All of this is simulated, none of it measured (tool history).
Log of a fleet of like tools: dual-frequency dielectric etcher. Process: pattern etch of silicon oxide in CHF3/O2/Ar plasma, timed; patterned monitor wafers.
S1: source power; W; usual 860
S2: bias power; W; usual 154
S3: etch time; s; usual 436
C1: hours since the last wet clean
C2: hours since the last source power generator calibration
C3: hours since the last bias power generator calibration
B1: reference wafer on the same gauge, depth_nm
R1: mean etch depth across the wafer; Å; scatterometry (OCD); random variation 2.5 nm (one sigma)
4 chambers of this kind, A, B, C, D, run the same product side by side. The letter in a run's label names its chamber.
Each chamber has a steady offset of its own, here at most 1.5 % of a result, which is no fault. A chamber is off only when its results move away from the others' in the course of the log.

run 1D day=0.458 | S1=860 S2=154 S3=436 | C1=81.4 C2=2684.3 C3=341.8 | B1=951.78 | R1=9395.6
run 2C day=0.9 | S1=860 S2=154 S3=436 | C1=89.6 C2=858.9 C3=1117.6 | B1=951.97 | R1=9366.3
run 3B day=1.312 | S1=860 S2=154 S3=436 | C1=504.9 C2=724.2 C3=2850.8 | B1=950.97 | R1=9489
run 4A day=1.962 | S1=860 S2=154 S3=436 | C1=296.1 C2=1924 C3=1368.2 | B1=952.2 | R1=9334.1
run 5D day=2.617 | S1=860 S2=154 S3=436 | C1=133.2 C2=2736.1 C3=393.6 | B1=952.4 | R1=9437.6
run 6A day=3.212 | S1=860 S2=154 S3=436 | C1=326.1 C2=1954 C3=1398.2 | B1=951.66 | R1=9332.5
run 7B day=3.812 | S1=860 S2=154 S3=436 | C1=564.9 C2=784.2 C3=2910.8 | B1=951.7 | R1=9445.9
run 8C day=4.192 | S1=860 S2=154 S3=436 | C1=168.6 C2=937.9 C3=1196.6 | B1=951.85 | R1=9334.7
run 9B day=4.588 | S1=860 S2=154 S3=436 | C1=583.5 C2=802.8 C3=2929.4 | B1=951.83 | R1=9472.1
-- day=4.808 chamber B: wet clean of the chamber
run 10A day=4.983 | S1=860 S2=154 S3=436 | C1=368.6 C2=1996.5 C3=1440.7 | B1=952.33 | R1=9290.3
run 11C day=5.4 | S1=860 S2=154 S3=436 | C1=197.6 C2=966.9 C3=1225.6 | B1=952.16 | R1=9391.3
run 12D day=6.029 | S1=860 S2=154 S3=436 | C1=215.1 C2=2818 C3=475.5 | B1=952.24 | R1=9462
run 13C day=6.454 | S1=860 S2=154 S3=436 | C1=222.9 C2=992.2 C3=1250.9 | B1=951.42 | R1=9422.1
run 14D day=6.962 | S1=860 S2=154 S3=436 | C1=237.5 C2=2840.4 C3=497.9 | B1=952.1 | R1=9402
run 15A day=7.312 | S1=860 S2=154 S3=436 | C1=424.5 C2=2052.4 C3=1496.6 | B1=951.66 | R1=9330.4
run 16B day=7.821 | S1=860 S2=154 S3=436 | C1=72.3 C2=880.4 C3=3007 | B1=951.78 | R1=9473.5
run 17D day=8.262 | S1=860 S2=154 S3=436 | C1=268.7 C2=2871.6 C3=529.1 | B1=951.76 | R1=9438.6
run 18B day=8.833 | S1=860 S2=154 S3=436 | C1=96.6 C2=904.7 C3=3031.3 | B1=951.79 | R1=9467.3
run 19A day=9.446 | S1=860 S2=154 S3=436 | C1=475.7 C2=2103.6 C3=1547.8 | B1=951.08 | R1=9285
run 20C day=9.904 | S1=860 S2=154 S3=436 | C1=305.7 C2=1075 C3=1333.7 | B1=951.62 | R1=9381.1
run 21B day=10.229 | S1=860 S2=154 S3=436 | C1=130.1 C2=938.2 C3=3064.8 | B1=952.03 | R1=9444.8
run 22D day=10.575 | S1=860 S2=154 S3=553 | C1=324.2 C2=2927.1 C3=584.6 | B1=952.38 | R1=11988
run 23A day=11.008 | S1=860 S2=154 S3=553 | C1=513.2 C2=2141.1 C3=1585.3 | B1=952.7 | R1=11820
run 24C day=11.588 | S1=860 S2=154 S3=553 | C1=346.1 C2=1115.4 C3=1374.1 | B1=952.36 | R1=11911

Is one chamber off against the others, does the gauge drift, or is nothing wrong? If a chamber is off, say which, and what the likeliest cause is.

No chamber stands off beyond its own small offset, and the gauge holds steady.
